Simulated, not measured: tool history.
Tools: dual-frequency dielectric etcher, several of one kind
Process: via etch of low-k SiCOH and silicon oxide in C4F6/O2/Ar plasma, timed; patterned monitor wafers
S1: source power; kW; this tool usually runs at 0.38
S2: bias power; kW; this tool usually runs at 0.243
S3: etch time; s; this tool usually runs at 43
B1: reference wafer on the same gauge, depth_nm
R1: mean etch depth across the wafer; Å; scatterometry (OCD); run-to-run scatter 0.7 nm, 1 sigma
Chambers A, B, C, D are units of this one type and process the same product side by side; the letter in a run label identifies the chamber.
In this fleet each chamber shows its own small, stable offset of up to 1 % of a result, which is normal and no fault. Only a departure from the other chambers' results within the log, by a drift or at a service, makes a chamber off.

-- hour=7.4 chamber C: source power generator calibrated
run 1B hour=9.4 | S1=0.38 S2=0.243 S3=43 | B1=127.91 | R1=1085.2
run 2C hour=19.6 | S1=0.38 S2=0.243 S3=43 | B1=127.91 | R1=1105
run 3D hour=27.3 | S1=0.38 S2=0.243 S3=43 | B1=127.8 | R1=1103.3
run 4A hour=32.9 | S1=0.38 S2=0.243 S3=43 | B1=128.1 | R1=1086.2
run 5B hour=42.4 | S1=0.38 S2=0.243 S3=43 | B1=128.04 | R1=1081.8
run 6D hour=52.7 | S1=0.38 S2=0.243 S3=43 | B1=128.25 | R1=1114
run 7A hour=59.6 | S1=0.38 S2=0.243 S3=43 | B1=127.9 | R1=1087.6
run 8C hour=66.1 | S1=0.38 S2=0.243 S3=43 | B1=128 | R1=1097.8
run 9A hour=71.5 | S1=0.38 S2=0.243 S3=43 | B1=127.75 | R1=1101.2
run 10D hour=77.7 | S1=0.38 S2=0.243 S3=43 | B1=127.75 | R1=1114.2
run 11B hour=84 | S1=0.38 S2=0.243 S3=43 | B1=127.95 | R1=1089.1
run 12C hour=93.9 | S1=0.38 S2=0.243 S3=43 | B1=128.12 | R1=1116.8
run 13B hour=104 | S1=0.38 S2=0.243 S3=43 | B1=127.82 | R1=1098.9
run 14D hour=110.6 | S1=0.38 S2=0.243 S3=43 | B1=128.02 | R1=1100.2
run 15C hour=116.3 | S1=0.38 S2=0.243 S3=43 | B1=127.85 | R1=1097.8
run 16A hour=127 | S1=0.38 S2=0.243 S3=43 | B1=128.11 | R1=1096.2
run 17A hour=132.8 | S1=0.38 S2=0.243 S3=43 | B1=127.99 | R1=1095.3
run 18C hour=143.4 | S1=0.38 S2=0.243 S3=43 | B1=128.21 | R1=1106.4
-- hour=149.5 chamber C: wet clean of the chamber
run 19B hour=151.9 | S1=0.38 S2=0.243 S3=43 | B1=128.09 | R1=1107.1
run 20D hour=158.9 | S1=0.38 S2=0.243 S3=43 | B1=127.92 | R1=1104.1
run 21A hour=169.3 | S1=0.38 S2=0.243 S3=43 | B1=128.19 | R1=1097.3
run 22B hour=174.6 | S1=0.38 S2=0.243 S3=43 | B1=128.04 | R1=1086.9
run 23D hour=184.5 | S1=0.38 S2=0.243 S3=43 | B1=128.09 | R1=1105.8
run 24C hour=195.6 | S1=0.38 S2=0.243 S3=43 | B1=128.17 | R1=1106.3
run 25B hour=203.8 | S1=0.38 S2=0.194 S3=43 | B1=127.88 | R1=1002.4
-- hour=212.3 chamber B: wet clean of the chamber
run 26D hour=214.4 | S1=0.38 S2=0.194 S3=43 | B1=128.07 | R1=1022.6
run 27C hour=221.9 | S1=0.38 S2=0.194 S3=43 | B1=127.99 | R1=1020.9
run 28A hour=227.3 | S1=0.38 S2=0.194 S3=43 | B1=128.25 | R1=1008.3
run 29B hour=234.5 | S1=0.38 S2=0.243 S3=43 | B1=127.93 | R1=1098
run 30C hour=240.7 | S1=0.38 S2=0.243 S3=43 | B1=128.19 | R1=1112.7
run 31D hour=249.9 | S1=0.38 S2=0.243 S3=43 | B1=128.05 | R1=1107.2
run 32A hour=260 | S1=0.38 S2=0.243 S3=43 | B1=127.98 | R1=1104
run 33B hour=266.6 | S1=0.38 S2=0.243 S3=43 | B1=127.82 | R1=1083.4
run 34D hour=277.9 | S1=0.38 S2=0.243 S3=43 | B1=127.87 | R1=1115.9
run 35A hour=284 | S1=0.38 S2=0.243 S3=43 | B1=127.85 | R1=1094.6
run 36C hour=291.2 | S1=0.38 S2=0.243 S3=43 | B1=128.02 | R1=1096.1

Each of the 4 chambers runs these same settings next. Fill in every chamber's results:
run 37A hour=299.2 | S1=0.38 S2=0.243 S3=48 | R1=?
run 37B hour=299.2 | S1=0.38 S2=0.243 S3=48 | R1=?
run 37C hour=299.2 | S1=0.38 S2=0.243 S3=48 | R1=?
run 37D hour=299.2 | S1=0.38 S2=0.243 S3=48 | R1=?

run=37A R1=1225.5
run=37B R1=1222.2
run=37C R1=1231.6
run=37D R1=1241

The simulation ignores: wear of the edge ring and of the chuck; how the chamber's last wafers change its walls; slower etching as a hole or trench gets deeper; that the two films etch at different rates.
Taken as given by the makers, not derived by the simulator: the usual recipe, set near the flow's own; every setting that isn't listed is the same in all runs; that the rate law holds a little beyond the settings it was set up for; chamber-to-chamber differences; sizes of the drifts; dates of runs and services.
